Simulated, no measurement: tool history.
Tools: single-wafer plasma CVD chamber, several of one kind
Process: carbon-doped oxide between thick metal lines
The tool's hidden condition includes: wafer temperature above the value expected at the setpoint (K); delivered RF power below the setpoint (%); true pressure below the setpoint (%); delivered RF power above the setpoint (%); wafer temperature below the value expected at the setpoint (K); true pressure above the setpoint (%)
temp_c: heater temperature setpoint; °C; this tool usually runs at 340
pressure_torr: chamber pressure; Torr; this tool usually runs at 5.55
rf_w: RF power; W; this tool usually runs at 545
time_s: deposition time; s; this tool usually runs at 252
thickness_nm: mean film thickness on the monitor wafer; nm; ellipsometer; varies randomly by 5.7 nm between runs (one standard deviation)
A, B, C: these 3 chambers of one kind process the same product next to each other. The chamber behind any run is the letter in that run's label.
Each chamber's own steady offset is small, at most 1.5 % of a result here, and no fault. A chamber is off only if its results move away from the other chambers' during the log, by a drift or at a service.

| run | hour | temp_c | pressure_torr | rf_w | time_s | hours since the last thermocouple change | hours since the last RF generator calibration | hours since the last manometer calibration | read-back reference wafer on the same gauge, thickness_nm | thickness_nm |
|---|---|---|---|---|---|---|---|---|---|---|
| 1B | 11.0 | 340 | 5.55 | 545 | 252 | 745.5 | 564.4 | 797.9 | 1380.0 | 1407.4 |
| 2A | 20.3 | 340 | 5.55 | 545 | 252 | 1573.5 | 339.9 | 1154.2 | 1380.2 | 1387.7 |
| 3C | 27.8 | 340 | 5.55 | 545 | 252 | 588.5 | 1208.6 | 1561.2 | 1380.9 | 1380.8 |
| 4B | 36.4 | 340 | 5.55 | 545 | 252 | 770.9 | 589.8 | 823.3 | 1379.5 | 1415.6 |
| 5A | 43.6 | 340 | 5.55 | 545 | 252 | 1596.8 | 363.2 | 1177.5 | 1381.7 | 1386.7 |
| 6C | 53.5 | 340 | 5.55 | 545 | 252 | 614.2 | 1234.3 | 1586.9 | 1381.1 | 1384.8 |
| 7B | 61.6 | 340 | 5.55 | 545 | 252 | 796.1 | 615.0 | 848.5 | 1379.3 | 1409.5 |
| 8A | 68.8 | 340 | 5.55 | 545 | 252 | 1622.0 | 388.4 | 1202.7 | 1379.1 | 1377.8 |
| 9C | 75.7 | 340 | 5.55 | 545 | 252 | 636.4 | 1256.5 | 1609.1 | 1379.2 | 1381.6 |
|  | 84.1 | chamber A: thermocouple changed; heater temperature recalibrated |
| 10C | 86.2 | 340 | 5.55 | 545 | 252 | 646.9 | 1267.0 | 1619.6 | 1380.1 | 1377.5 |
| 11B | 92.9 | 340 | 5.55 | 625 | 252 | 827.4 | 646.3 | 879.8 | 1380.3 | 1520.0 |
| 12A | 99.5 | 340 | 5.55 | 625 | 252 | 15.4 | 419.1 | 1233.4 | 1382.0 | 1491.9 |
| 13A | 109.1 | 340 | 5.55 | 625 | 252 | 25.0 | 428.7 | 1243.0 | 1377.7 | 1484.0 |
| 14C | 116.5 | 340 | 5.55 | 545 | 252 | 677.2 | 1297.3 | 1649.9 | 1380.1 | 1377.5 |
| 15B | 125.4 | 340 | 5.55 | 545 | 252 | 859.9 | 678.8 | 912.3 | 1378.7 | 1401.3 |
| 16B | 133.8 | 340 | 5.55 | 545 | 252 | 868.3 | 687.2 | 920.7 | 1380.7 | 1401.9 |
| 17A | 145.6 | 340 | 5.55 | 545 | 252 | 61.5 | 465.2 | 1279.5 | 1379.9 | 1363.7 |
| 18C | 152.6 | 340 | 5.55 | 545 | 252 | 713.3 | 1333.4 | 1686.0 | 1379.1 | 1383.2 |
| 19A | 160.4 | 340 | 5.55 | 545 | 252 | 76.3 | 480.0 | 1294.3 | 1380.9 | 1363.0 |
| 20C | 167.3 | 340 | 5.55 | 545 | 252 | 728.0 | 1348.1 | 1700.7 | 1379.6 | 1362.4 |
| 21B | 180.5 | 340 | 5.55 | 545 | 252 | 915.0 | 733.9 | 967.4 | 1381.2 | 1411.6 |
| 22A | 193.6 | 340 | 5.55 | 545 | 252 | 109.5 | 513.2 | 1327.5 | 1380.3 | 1352.7 |
| 23B | 203.3 | 340 | 5.55 | 545 | 272 | 937.8 | 756.7 | 990.2 | 1380.2 | 1502.8 |
| 24C | 215.2 | 340 | 5.55 | 545 | 272 | 775.9 | 1396.0 | 1748.6 | 1379.2 | 1489.2 |
| 25A | 225.1 | 340 | 5.55 | 545 | 272 | 141.0 | 544.7 | 1359.0 | 1379.2 | 1453.0 |
| 26C | 231.0 | 340 | 5.55 | 545 | 252 | 791.7 | 1411.8 | 1764.4 | 1380.8 | 1381.0 |
| 27B | 237.9 | 340 | 5.55 | 545 | 252 | 972.4 | 791.3 | 1024.8 | 1378.2 | 1404.6 |
| 28C | 245.3 | 340 | 5.55 | 545 | 252 | 806.0 | 1426.1 | 1778.7 | 1380.0 | 1376.7 |
| 29B | 251.9 | 340 | 5.55 | 545 | 252 | 986.4 | 805.3 | 1038.8 | 1379.0 | 1403.6 |
| 30A | 259.1 | 340 | 5.55 | 545 | 252 | 175.0 | 578.7 | 1393.0 | 1379.7 | 1338.7 |
| 31A | 266.5 | 340 | 5.55 | 545 | 252 | 182.4 | 586.1 | 1400.4 | 1382.3 | 1331.5 |
| 32C | 278.0 | 340 | 5.55 | 545 | 252 | 838.7 | 1458.8 | 1811.4 | 1379.8 | 1384.8 |
| 33B | 290.9 | 340 | 5.55 | 545 | 252 | 1025.4 | 844.3 | 1077.8 | 1381.7 | 1405.5 |

For the next run the whole fleet of 3 chambers uses the same settings. Give each chamber's results:
| 34A | 300.5 | 330 | 5.55 | 545 | 252 |  |  |  |  | ? |
| 34B | 300.5 | 330 | 5.55 | 545 | 252 |  |  |  |  | ? |
| 34C | 300.5 | 330 | 5.55 | 545 | 252 |  |  |  |  | ? |

| run | thickness_nm |
|---|---|
| 34A | 1374.4 |
| 34B | 1444.0 |
| 34C | 1417.5 |

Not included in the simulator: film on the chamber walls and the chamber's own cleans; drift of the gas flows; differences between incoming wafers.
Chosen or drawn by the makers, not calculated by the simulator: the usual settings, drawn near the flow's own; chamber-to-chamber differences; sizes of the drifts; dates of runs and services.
